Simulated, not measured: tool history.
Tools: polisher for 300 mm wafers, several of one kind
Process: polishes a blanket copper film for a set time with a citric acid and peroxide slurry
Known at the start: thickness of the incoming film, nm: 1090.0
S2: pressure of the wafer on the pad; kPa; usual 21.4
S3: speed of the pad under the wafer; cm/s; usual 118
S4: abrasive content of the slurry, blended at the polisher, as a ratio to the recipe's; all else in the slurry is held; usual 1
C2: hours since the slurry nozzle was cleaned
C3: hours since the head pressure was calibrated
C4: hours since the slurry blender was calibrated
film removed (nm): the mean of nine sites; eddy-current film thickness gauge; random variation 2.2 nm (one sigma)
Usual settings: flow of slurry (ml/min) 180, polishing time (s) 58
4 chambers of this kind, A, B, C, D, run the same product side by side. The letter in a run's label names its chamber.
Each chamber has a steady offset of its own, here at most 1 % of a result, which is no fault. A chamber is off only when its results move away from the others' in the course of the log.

At hour 0.9: chamber B: slurry nozzle cleaned.
Run 1C, hour 10.7: usual settings; wafers polished on this pad 709; C2 379.9; C3 339.0; C4 123.9. Result: film removed (nm) 151.27.
Run 2A, hour 24.0: usual settings; wafers polished on this pad 896; C2 198.9; C3 608.7; C4 122.3. Result: film removed (nm) 149.10.
At hour 27.5: chamber B: worn pad replaced by a new one.
At hour 29.6: chamber C: worn pad replaced by a new one.
At hour 29.8: chamber D: worn pad replaced by a new one.
Run 3D, hour 38.9: usual settings; wafers polished on this pad 114; C2 200.8; C3 378.4; C4 206.6. Result: film removed (nm) 155.22.
Run 4B, hour 52.4: usual settings; wafers polished on this pad 313; C2 51.5; C3 816.6; C4 77.2. Result: film removed (nm) 148.52.
At hour 54.9: chamber D: slurry blender recalibrated.
At hour 55.1: chamber A: worn pad replaced by a new one.
Run 5D, hour 59.4: usual settings but S3 90 cm/s; wafers polished on this pad 372; C2 221.3; C3 398.9; C4 4.5. Result: film removed (nm) 119.78.
At hour 61.0: chamber A: slurry nozzle cleaned.
At hour 69.6: chamber D: head pressure recalibrated.
Run 6A, hour 69.8: usual settings but S3 90 cm/s; wafers polished on this pad 185; C2 8.9; C3 654.5; C4 168.1. Result: film removed (nm) 119.64.
At hour 79.3: chamber C: head pressure recalibrated.
Run 7C, hour 84.7: usual settings but S3 90 cm/s; wafers polished on this pad 693; C2 453.9; C3 5.5; C4 197.9. Result: film removed (nm) 116.71.
Run 8B, hour 93.7: usual settings but S3 90 cm/s; wafers polished on this pad 833; C2 92.8; C3 857.9; C4 118.5. Result: film removed (nm) 115.69.
At hour 97.6: chamber C: worn pad replaced by a new one.
Run 9B, hour 109.3: usual settings; wafers polished on this pad 1029; C2 108.4; C3 873.5; C4 134.1. Result: film removed (nm) 147.95.
Run 10D, hour 119.0: usual settings; wafers polished on this pad 1121; C2 280.9; C3 49.4; C4 64.1. Result: film removed (nm) 152.24.
At hour 122.2: chamber D: worn pad replaced by a new one.
At hour 125.0: chamber A: head pressure recalibrated.
Run 11A, hour 131.2: usual settings but S2 15.9 kPa, polishing time (s) 70; wafers polished on this pad 957; C2 70.3; C3 6.3; C4 229.5. Result: film removed (nm) 147.41.
Run 12C, hour 139.4: usual settings but S2 15.9 kPa, polishing time (s) 70; wafers polished on this pad 526; C2 508.6; C3 60.2; C4 252.6. Result: film removed (nm) 131.13.
At hour 141.7: chamber B: worn pad replaced by a new one.
Run 13B, hour 148.7: usual settings but S2 15.9 kPa, polishing time (s) 70; wafers polished on this pad 88; C2 147.8; C3 912.9; C4 173.5. Result: film removed (nm) 130.88.
At hour 150.1: chamber C: slurry blender recalibrated.
At hour 151.6: chamber A: worn pad replaced by a new one.
Run 14D, hour 158.6: usual settings but S2 15.9 kPa, polishing time (s) 70; wafers polished on this pad 458; C2 320.5; C3 89.0; C4 103.7. Result: film removed (nm) 137.66.
At hour 172.2: chamber C: worn pad replaced by a new one.
Run 15C, hour 173.7: usual settings; wafers polished on this pad 19; C2 542.9; C3 94.5; C4 23.6. Result: film removed (nm) 149.77.
At hour 187.0: chamber A: slurry blender recalibrated.
Run 16A, hour 187.9: usual settings; wafers polished on this pad 457; C2 127.0; C3 63.0; C4 1.0. Result: film removed (nm) 165.17.
Run 17D, hour 198.8: usual settings; wafers polished on this pad 963; C2 360.7; C3 129.2; C4 143.9. Result: film removed (nm) 151.36.
At hour 204.9: chamber D: worn pad replaced by a new one.
At hour 205.1: chamber B: head pressure recalibrated.
Run 18B, hour 207.7: usual settings; wafers polished on this pad 830; C2 206.8; C3 2.6; C4 232.5. Result: film removed (nm) 150.31.
Run 19A, hour 219.4: usual settings but S2 26.9 kPa; wafers polished on this pad 853; C2 158.5; C3 94.5; C4 32.5. Result: film removed (nm) 211.26.
Run 20C, hour 229.8: usual settings but S2 26.9 kPa; wafers polished on this pad 724; C2 599.0; C3 150.6; C4 79.7. Result: film removed (nm) 189.78.
At hour 241.0: chamber C: worn pad replaced by a new one.
Run 21A, hour 244.7: usual settings but S2 26.9 kPa; wafers polished on this pad 1171; C2 183.8; C3 119.8; C4 57.8. Result: film removed (nm) 207.05.
At hour 248.6: chamber B: worn pad replaced by a new one.
At hour 250.0: chamber A: worn pad replaced by a new one.
At hour 253.1: chamber A: slurry nozzle cleaned.
Run 22D, hour 259.0: usual settings but S2 26.9 kPa; wafers polished on this pad 680; C2 420.9; C3 189.4; C4 204.1. Result: film removed (nm) 193.69.
Run 23B, hour 266.7: usual settings; wafers polished on this pad 228; C2 265.8; C3 61.6; C4 291.5. Result: film removed (nm) 151.10.
Run 24C, hour 274.0: usual settings; wafers polished on this pad 415; C2 643.2; C3 194.8; C4 123.9. Result: film removed (nm) 151.71.
At hour 279.3: chamber D: worn pad replaced by a new one.
At hour 282.0: chamber D: slurry blender recalibrated.
Run 25D, hour 288.7: usual settings but flow of slurry (ml/min) 230; wafers polished on this pad 119; C2 450.6; C3 219.1; C4 6.7. Result: film removed (nm) 158.19.
At hour 293.5: chamber B: slurry blender recalibrated.
Run 26A, hour 296.6: usual settings but flow of slurry (ml/min) 230; wafers polished on this pad 586; C2 43.5; C3 171.7; C4 109.7. Result: film removed (nm) 171.20.
Run 27B, hour 305.0: usual settings but flow of slurry (ml/min) 230; wafers polished on this pad 710; C2 304.1; C3 99.9; C4 11.5. Result: film removed (nm) 154.34.
Run 28C, hour 318.9: usual settings but flow of slurry (ml/min) 230; wafers polished on this pad 980; C2 688.1; C3 239.7; C4 168.8. Result: film removed (nm) 153.90.
At hour 319.8: chamber C: worn pad replaced by a new one.
Run 29C, hour 331.4: usual settings; wafers polished on this pad 146; C2 700.6; C3 252.2; C4 181.3. Result: film removed (nm) 152.41.
Run 30A, hour 340.8: usual settings; wafers polished on this pad 1142; C2 87.7; C3 215.9; C4 153.9. Result: film removed (nm) 171.66.
Run 31B, hour 352.1: usual settings; wafers polished on this pad 1302; C2 351.2; C3 147.0; C4 58.6. Result: film removed (nm) 148.36.
At hour 359.2: chamber A: worn pad replaced by a new one.
Run 32D, hour 364.9: usual settings; wafers polished on this pad 1077; C2 526.8; C3 295.3; C4 82.9. Result: film removed (nm) 152.93.
At hour 373.1: chamber B: worn pad replaced by a new one.
At hour 373.2: chamber C: slurry nozzle cleaned.
Run 33B, hour 376.7: usual settings; wafers polished on this pad 45; C2 375.8; C3 171.6; C4 83.2. Result: film removed (nm) 148.37.
Run 34A, hour 388.2: usual settings; wafers polished on this pad 364; C2 135.1; C3 263.3; C4 201.3. Result: film removed (nm) 164.47.
At hour 389.5: chamber C: worn pad replaced by a new one.
Run 35C, hour 399.2: usual settings; wafers polished on this pad 123; C2 26.0; C3 320.0; C4 249.1. Result: film removed (nm) 145.02.

Next, every chamber runs the same settings. What will each give?
Run 36A, hour 410.5: usual settings. Result: film removed (nm) ?.
Run 36B, hour 410.5: usual settings. Result: film removed (nm) ?.
Run 36C, hour 410.5: usual settings. Result: film removed (nm) ?.
Run 36D, hour 410.5: usual settings. Result: film removed (nm) ?.

run  film removed (nm)
36A             167.92
36B             147.12
36C             149.42
36D             148.95
